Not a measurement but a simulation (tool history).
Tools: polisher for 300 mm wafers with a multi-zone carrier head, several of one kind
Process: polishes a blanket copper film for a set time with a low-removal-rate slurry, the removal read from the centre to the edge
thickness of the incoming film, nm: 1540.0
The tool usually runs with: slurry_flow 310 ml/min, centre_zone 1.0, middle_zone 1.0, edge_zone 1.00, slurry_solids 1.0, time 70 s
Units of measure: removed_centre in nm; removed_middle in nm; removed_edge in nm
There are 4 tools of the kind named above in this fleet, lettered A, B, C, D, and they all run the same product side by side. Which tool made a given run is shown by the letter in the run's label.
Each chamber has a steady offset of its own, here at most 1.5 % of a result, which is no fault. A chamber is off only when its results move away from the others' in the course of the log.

| run | hour | slurry_flow | centre_zone | middle_zone | edge_zone | slurry_solids | time | removed_centre | removed_middle | removed_edge |
|---|---|---|---|---|---|---|---|---|---|---|
| 1A | 8.2 | 310 | 1.0 | 1.0 | 1.00 | 1.0 | 70 | 342.17 | 339.76 | 339.29 |
| 2C | 13.7 | 310 | 1.0 | 1.0 | 1.00 | 1.0 | 70 | 347.97 | 338.26 | 343.71 |
| 3B | 20.0 | 310 | 1.0 | 1.0 | 1.00 | 1.0 | 70 | 342.50 | 333.99 | 341.67 |
|  | 20.2 | chamber B: worn pad replaced by a new one |
| 4D | 27.4 | 310 | 1.0 | 1.0 | 1.00 | 1.0 | 70 | 345.08 | 338.37 | 337.10 |
|  | 33.4 | chamber C: worn pad replaced by a new one |
| 5D | 34.0 | 310 | 1.0 | 1.0 | 1.00 | 1.0 | 70 | 344.94 | 334.44 | 337.81 |
|  | 36.2 | chamber A: slurry nozzle cleaned |
|  | 37.2 | chamber A: worn pad replaced by a new one |
| 6C | 41.6 | 310 | 1.0 | 1.0 | 1.00 | 1.0 | 70 | 347.00 | 333.28 | 344.80 |
|  | 43.4 | chamber B: slurry nozzle cleaned |
| 7A | 47.1 | 310 | 1.0 | 1.0 | 1.00 | 1.0 | 70 | 340.34 | 335.45 | 340.96 |
|  | 50.6 | chamber D: worn pad replaced by a new one |
|  | 55.0 | chamber B: centre zone pressure recalibrated |
| 8B | 55.1 | 310 | 1.0 | 1.0 | 1.00 | 1.0 | 70 | 347.07 | 341.61 | 341.26 |
| 9B | 63.4 | 310 | 1.0 | 1.0 | 1.00 | 1.0 | 70 | 339.94 | 344.89 | 344.55 |
| 10D | 67.7 | 310 | 1.0 | 1.0 | 1.00 | 1.0 | 70 | 340.34 | 342.23 | 343.42 |
| 11A | 74.9 | 310 | 1.0 | 1.0 | 1.00 | 1.0 | 70 | 339.74 | 335.91 | 340.76 |
| 12C | 82.4 | 260 | 1.0 | 1.0 | 1.00 | 1.0 | 70 | 334.87 | 332.13 | 339.22 |
|  | 83.6 | chamber B: worn pad replaced by a new one |
| 13A | 89.5 | 260 | 1.0 | 1.0 | 1.00 | 1.0 | 70 | 333.95 | 335.60 | 338.68 |
| 14C | 94.7 | 260 | 1.0 | 1.0 | 1.00 | 1.0 | 70 | 341.52 | 338.85 | 338.22 |
|  | 94.9 | chamber A: worn pad replaced by a new one |
| 15D | 101.0 | 260 | 1.0 | 1.0 | 1.00 | 1.0 | 70 | 343.85 | 333.22 | 332.48 |
|  | 107.2 | chamber C: worn pad replaced by a new one |
| 16B | 107.4 | 310 | 1.0 | 1.0 | 1.00 | 1.0 | 70 | 343.08 | 337.36 | 348.42 |
| 17A | 115.7 | 310 | 1.0 | 1.0 | 1.00 | 1.0 | 70 | 343.66 | 343.91 | 342.07 |
|  | 119.3 | chamber D: worn pad replaced by a new one |
| 18D | 123.5 | 310 | 1.0 | 1.0 | 1.00 | 1.0 | 70 | 344.23 | 343.15 | 337.68 |
| 19B | 128.6 | 310 | 1.0 | 1.0 | 1.00 | 1.0 | 70 | 345.08 | 335.04 | 341.29 |
| 20C | 133.3 | 310 | 1.0 | 1.0 | 1.00 | 1.0 | 70 | 348.51 | 344.73 | 347.23 |
| 21D | 137.2 | 310 | 1.0 | 1.0 | 1.00 | 1.0 | 70 | 336.12 | 339.27 | 338.57 |
|  | 140.5 | chamber B: worn pad replaced by a new one |
| 22C | 142.7 | 310 | 1.0 | 1.0 | 1.00 | 1.0 | 70 | 343.74 | 345.92 | 338.58 |
| 23B | 149.8 | 310 | 1.0 | 0.9 | 0.89 | 1.0 | 70 | 344.83 | 310.34 | 322.93 |
|  | 152.3 | chamber A: worn pad replaced by a new one |
| 24A | 153.6 | 310 | 1.0 | 0.9 | 0.89 | 1.0 | 70 | 337.19 | 308.90 | 326.11 |
| 25B | 158.0 | 310 | 1.0 | 0.9 | 0.89 | 1.0 | 70 | 345.98 | 314.21 | 328.95 |
|  | 161.0 | chamber A: edge zone pressure recalibrated |
| 26A | 162.8 | 310 | 1.0 | 0.9 | 0.89 | 1.0 | 70 | 346.32 | 310.95 | 328.15 |
| 27C | 166.8 | 310 | 1.0 | 1.0 | 1.00 | 1.0 | 70 | 344.86 | 336.28 | 344.54 |
| 28D | 171.0 | 310 | 1.0 | 1.0 | 1.00 | 1.0 | 70 | 334.65 | 348.17 | 343.94 |
|  | 177.3 | chamber C: slurry nozzle cleaned |
| 29B | 179.3 | 310 | 1.0 | 1.0 | 1.00 | 1.0 | 70 | 346.40 | 343.34 | 347.61 |
|  | 183.4 | chamber D: slurry nozzle cleaned |
| 30A | 185.0 | 310 | 0.9 | 1.0 | 1.05 | 1.0 | 70 | 306.31 | 343.83 | 350.95 |
|  | 186.3 | chamber C: worn pad replaced by a new one |
| 31C | 190.4 | 310 | 0.9 | 1.0 | 1.05 | 1.0 | 70 | 312.83 | 342.88 | 354.62 |
|  | 191.6 | chamber D: worn pad replaced by a new one |
|  | 192.8 | chamber D: edge zone pressure recalibrated |
|  | 194.2 | chamber B: worn pad replaced by a new one |
| 32D | 198.8 | 310 | 0.9 | 1.0 | 1.05 | 1.0 | 70 | 295.45 | 342.30 | 348.30 |
| 33D | 207.1 | 310 | 0.9 | 1.0 | 1.05 | 1.0 | 70 | 298.20 | 344.86 | 352.71 |
|  | 211.3 | chamber A: worn pad replaced by a new one |
| 34A | 212.0 | 310 | 1.0 | 1.0 | 1.09 | 0.7 | 70 | 318.43 | 320.65 | 337.17 |
| 35B | 217.6 | 310 | 1.0 | 1.0 | 1.09 | 0.7 | 70 | 319.77 | 320.16 | 337.13 |
| 36C | 222.7 | 310 | 1.0 | 1.0 | 1.09 | 0.7 | 70 | 322.15 | 314.68 | 333.08 |

All 4 chambers run these settings next. Forecast each chamber's results:
| 37A | 228.8 | 310 | 1.0 | 1.0 | 1.00 | 1.0 | 52 | ? | ? | ? |
| 37B | 228.8 | 310 | 1.0 | 1.0 | 1.00 | 1.0 | 52 | ? | ? | ? |
| 37C | 228.8 | 310 | 1.0 | 1.0 | 1.00 | 1.0 | 52 | ? | ? | ? |
| 37D | 228.8 | 310 | 1.0 | 1.0 | 1.00 | 1.0 | 52 | ? | ? | ? |

| run | removed_centre | removed_middle | removed_edge |
|---|---|---|---|
| 37A | 255.46 | 253.84 | 257.57 |
| 37B | 253.24 | 254.88 | 254.69 |
| 37C | 258.14 | 254.41 | 254.18 |
| 37D | 243.92 | 254.33 | 255.51 |
